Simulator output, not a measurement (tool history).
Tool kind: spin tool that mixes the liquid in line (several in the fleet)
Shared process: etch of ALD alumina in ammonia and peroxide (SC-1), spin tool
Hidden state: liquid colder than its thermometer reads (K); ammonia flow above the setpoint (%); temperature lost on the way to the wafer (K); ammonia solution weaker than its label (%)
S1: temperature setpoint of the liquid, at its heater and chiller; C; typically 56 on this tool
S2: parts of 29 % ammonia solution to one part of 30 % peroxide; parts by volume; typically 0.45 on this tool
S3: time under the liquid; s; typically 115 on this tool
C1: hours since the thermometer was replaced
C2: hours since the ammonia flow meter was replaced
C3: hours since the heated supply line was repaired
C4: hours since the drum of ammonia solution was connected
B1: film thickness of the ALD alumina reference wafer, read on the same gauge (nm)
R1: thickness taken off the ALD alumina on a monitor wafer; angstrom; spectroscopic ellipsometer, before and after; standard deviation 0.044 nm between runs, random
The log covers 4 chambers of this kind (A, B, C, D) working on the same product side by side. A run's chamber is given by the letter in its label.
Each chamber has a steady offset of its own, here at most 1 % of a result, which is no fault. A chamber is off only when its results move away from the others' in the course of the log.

run 1D hour=7.8 | S1=56 S2=0.45 S3=115 | C1=453.3 C2=1882.8 C3=430.9 C4=737.2 | B1=70.01 | R1=71.579
run 2B hour=15.5 | S1=56 S2=0.45 S3=115 | C1=193.8 C2=481.9 C3=1810.2 C4=529.4 | B1=70.036 | R1=70.162
run 3C hour=21.3 | S1=56 S2=0.45 S3=115 | C1=1600.4 C2=888.1 C3=579.2 C4=249.2 | B1=69.97 | R1=70.321
run 4A hour=25.2 | S1=56 S2=0.45 S3=115 | C1=918 C2=1796.8 C3=262.6 C4=174.4 | B1=69.994 | R1=69.868
run 5A hour=30.9 | S1=56 S2=0.45 S3=115 | C1=923.7 C2=1802.5 C3=268.3 C4=180.1 | B1=69.99 | R1=70.948
run 6D hour=37.9 | S1=47 S2=0.3 S3=115 | C1=483.4 C2=1912.9 C3=461 C4=767.3 | B1=70.011 | R1=41.7
run 7C hour=43.8 | S1=47 S2=0.3 S3=115 | C1=1622.9 C2=910.6 C3=601.7 C4=271.7 | B1=70.006 | R1=41.039
run 8B hour=51 | S1=47 S2=0.3 S3=115 | C1=229.3 C2=517.4 C3=1845.7 C4=564.9 | B1=69.98 | R1=40.927
run 9B hour=56.6 | S1=47 S2=0.3 S3=115 | C1=234.9 C2=523 C3=1851.3 C4=570.5 | B1=70.015 | R1=41.797
run 10C hour=62.7 | S1=56 S2=0.45 S3=115 | C1=1641.8 C2=929.5 C3=620.6 C4=290.6 | B1=70.041 | R1=68.804
run 11D hour=70.8 | S1=56 S2=0.45 S3=115 | C1=516.3 C2=1945.8 C3=493.9 C4=800.2 | B1=70.012 | R1=70.99
-- hour=73.9 chamber C: thermometer replaced
run 12A hour=79 | S1=56 S2=0.45 S3=115 | C1=971.8 C2=1850.6 C3=316.4 C4=228.2 | B1=69.993 | R1=70.491
run 13B hour=86.7 | S1=56 S2=0.45 S3=115 | C1=265 C2=553.1 C3=1881.4 C4=600.6 | B1=70.032 | R1=70.546
run 14C hour=92.3 | S1=63.5 S2=0.45 S3=65 | C1=18.4 C2=959.1 C3=650.2 C4=320.2 | B1=69.969 | R1=57.245
run 15D hour=99.5 | S1=63.5 S2=0.45 S3=65 | C1=545 C2=1974.5 C3=522.6 C4=828.9 | B1=69.989 | R1=59.705
run 16A hour=104.1 | S1=63.5 S2=0.45 S3=65 | C1=996.9 C2=1875.7 C3=341.5 C4=253.3 | B1=70.006 | R1=59.058
run 17D hour=109.1 | S1=63.5 S2=0.45 S3=65 | C1=554.6 C2=1984.1 C3=532.2 C4=838.5 | B1=70.011 | R1=58.309
run 18C hour=113.9 | S1=56 S2=0.45 S3=115 | C1=40 C2=980.7 C3=671.8 C4=341.8 | B1=70.009 | R1=66.956
run 19B hour=121.1 | S1=56 S2=0.45 S3=165 | C1=299.4 C2=587.5 C3=1915.8 C4=635 | B1=70.022 | R1=101.36
run 20A hour=125.2 | S1=56 S2=0.45 S3=165 | C1=1018 C2=1896.8 C3=362.6 C4=274.4 | B1=69.973 | R1=101.41
run 21C hour=130.1 | S1=56 S2=0.45 S3=165 | C1=56.2 C2=996.9 C3=688 C4=358 | B1=70.017 | R1=95.347
run 22D hour=134.1 | S1=56 S2=0.45 S3=165 | C1=579.6 C2=2009.1 C3=557.2 C4=863.5 | B1=70.003 | R1=102.6
run 23A hour=142.9 | S1=56 S2=0.45 S3=115 | C1=1035.7 C2=1914.5 C3=380.3 C4=292.1 | B1=69.997 | R1=69.6
run 24B hour=148.5 | S1=56 S2=0.45 S3=115 | C1=326.8 C2=614.9 C3=1943.2 C4=662.4 | B1=69.972 | R1=70.452
run 25A hour=154.1 | S1=56 S2=0.45 S3=115 | C1=1046.9 C2=1925.7 C3=391.5 C4=303.3 | B1=70.015 | R1=70.573

Each of the 4 chambers runs these same settings next. Fill in every chamber's results:
run 26A hour=160.6 | S1=56 S2=0.45 S3=115 | R1=?
run 26B hour=160.6 | S1=56 S2=0.45 S3=115 | R1=?
run 26C hour=160.6 | S1=56 S2=0.45 S3=115 | R1=?
run 26D hour=160.6 | S1=56 S2=0.45 S3=115 | R1=?

run=26A R1=70.582
run=26B R1=70.878
run=26C R1=65.865
run=26D R1=70.6

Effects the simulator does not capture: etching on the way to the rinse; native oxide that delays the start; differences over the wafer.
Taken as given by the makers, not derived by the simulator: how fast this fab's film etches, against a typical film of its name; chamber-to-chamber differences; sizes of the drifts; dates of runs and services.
